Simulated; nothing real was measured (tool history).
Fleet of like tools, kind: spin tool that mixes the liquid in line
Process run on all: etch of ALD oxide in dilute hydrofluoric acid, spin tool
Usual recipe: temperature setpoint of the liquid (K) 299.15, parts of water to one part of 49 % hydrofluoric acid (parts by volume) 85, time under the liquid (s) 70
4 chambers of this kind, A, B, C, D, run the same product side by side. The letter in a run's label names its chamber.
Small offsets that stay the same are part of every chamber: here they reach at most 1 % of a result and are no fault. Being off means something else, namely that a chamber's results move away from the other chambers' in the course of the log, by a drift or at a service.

run	hour	temperature setpoint of the liquid (K)	parts of water to one part of 49 % hydrofluoric acid (parts by volume)	time under the liquid (s)	hours since the thermometer was replaced	hours since the hydrofluoric acid flow meter was replaced	read-back film thickness of the ALD oxide reference wafer, read on the same gauge (nm)	thickness taken off the ALD oxide on a monitor wafer (nm)
1B	8.6	299.15	85	70	441.4	616.9	60.024	12.392
2C	18.6	299.15	85	70	161.8	809.7	60.007	12.321
3A	30.2	299.15	85	70	335.4	1319.4	59.998	12.137
4D	40.9	299.15	85	70	490.1	516.6	60.005	12.417
5C	48.2	299.15	85	70	191.4	839.3	59.985	12.515
6D	57.7	299.15	85	70	506.9	533.4	60.016	12.311
7B	63.6	299.15	85	70	496.4	671.9	59.985	12.378
8A	71.5	299.15	85	70	376.7	1360.7	60.016	12.552
9B	83.3	299.15	85	70	516.1	691.6	59.995	12.389
10C	94.8	299.15	85	70	238	885.9	59.997	12.532
11D	107	299.15	85	70	556.2	582.7	59.995	12.201
12A	113.5	299.15	85	70	418.7	1402.7	60.002	12.297
13D	126	304.15	85	55	575.2	601.7	59.985	11.57
14B	133.9	304.15	85	55	566.7	742.2	60.014	11.852
15C	146.5	304.15	85	55	289.7	937.6	60.007	11.875
16A	152.7	304.15	85	55	457.9	1441.9	59.978	11.642
17B	162	299.15	85	70	594.8	770.3	60.01	12.516
18C	169.8	299.15	85	70	313	960.9	59.982	12.522
19D	177.6	299.15	85	70	626.8	653.3	59.992	12.306
20A	189	299.15	85	70	494.2	1478.2	59.985	12.107
21A	195.5	294.65	85	70	500.7	1484.7	60.011	10.14
22B	201.5	294.65	85	70	634.3	809.8	59.992	10.408
23D	210.5	294.65	85	70	659.7	686.2	60.025	10.31
24C	220.7	294.65	85	70	363.9	1011.8	60.01	10.337
25B	232.8	299.15	85	70	665.6	841.1	60.027	12.462
26C	242	299.15	85	70	385.2	1033.1	60.015	12.494
27A	249.7	299.15	85	70	554.9	1538.9	59.997	12.016
28D	257.6	299.15	85	70	706.8	733.3	60.025	12.49
# hour 265.9: chamber D: hydrofluoric acid flow meter replaced
29C	267.1	301.15	85	45	410.3	1058.2	60.003	8.6102
30A	280.4	301.15	85	45	585.6	1569.6	60.019	8.2095
31D	288.6	301.15	85	45	737.8	22.7	59.999	8.7036
32B	300.8	301.15	85	45	733.6	909.1	59.995	8.6072
33B	309.8	299.15	85	70	742.6	918.1	60.015	12.272
34C	321.6	299.15	85	70	464.8	1112.7	59.981	12.421
# hour 322.5: chamber A: hydrofluoric acid flow meter replaced
35D	332.5	299.15	85	70	781.7	66.6	60.02	12.517
36A	345.2	299.15	85	70	650.4	22.7	59.993	11.596
37B	357	299.15	85	70	789.8	965.3	59.974	12.319
38C	364.6	300.65	85	55	507.8	1155.7	59.985	10.344
39D	373.4	300.65	85	55	822.6	107.5	60.019	10.447
40A	386.4	300.65	85	55	691.6	63.9	59.988	9.628

Each of the 4 chambers runs these same settings next. Fill in every chamber's results:
41A	396.1	299.15	100	70				?
41B	396.1	299.15	100	70				?
41C	396.1	299.15	100	70				?
41D	396.1	299.15	100	70				?

run	thickness taken off the ALD oxide on a monitor wafer (nm)
41A	9.5607
41B	10.386
41C	10.201
41D	10.191
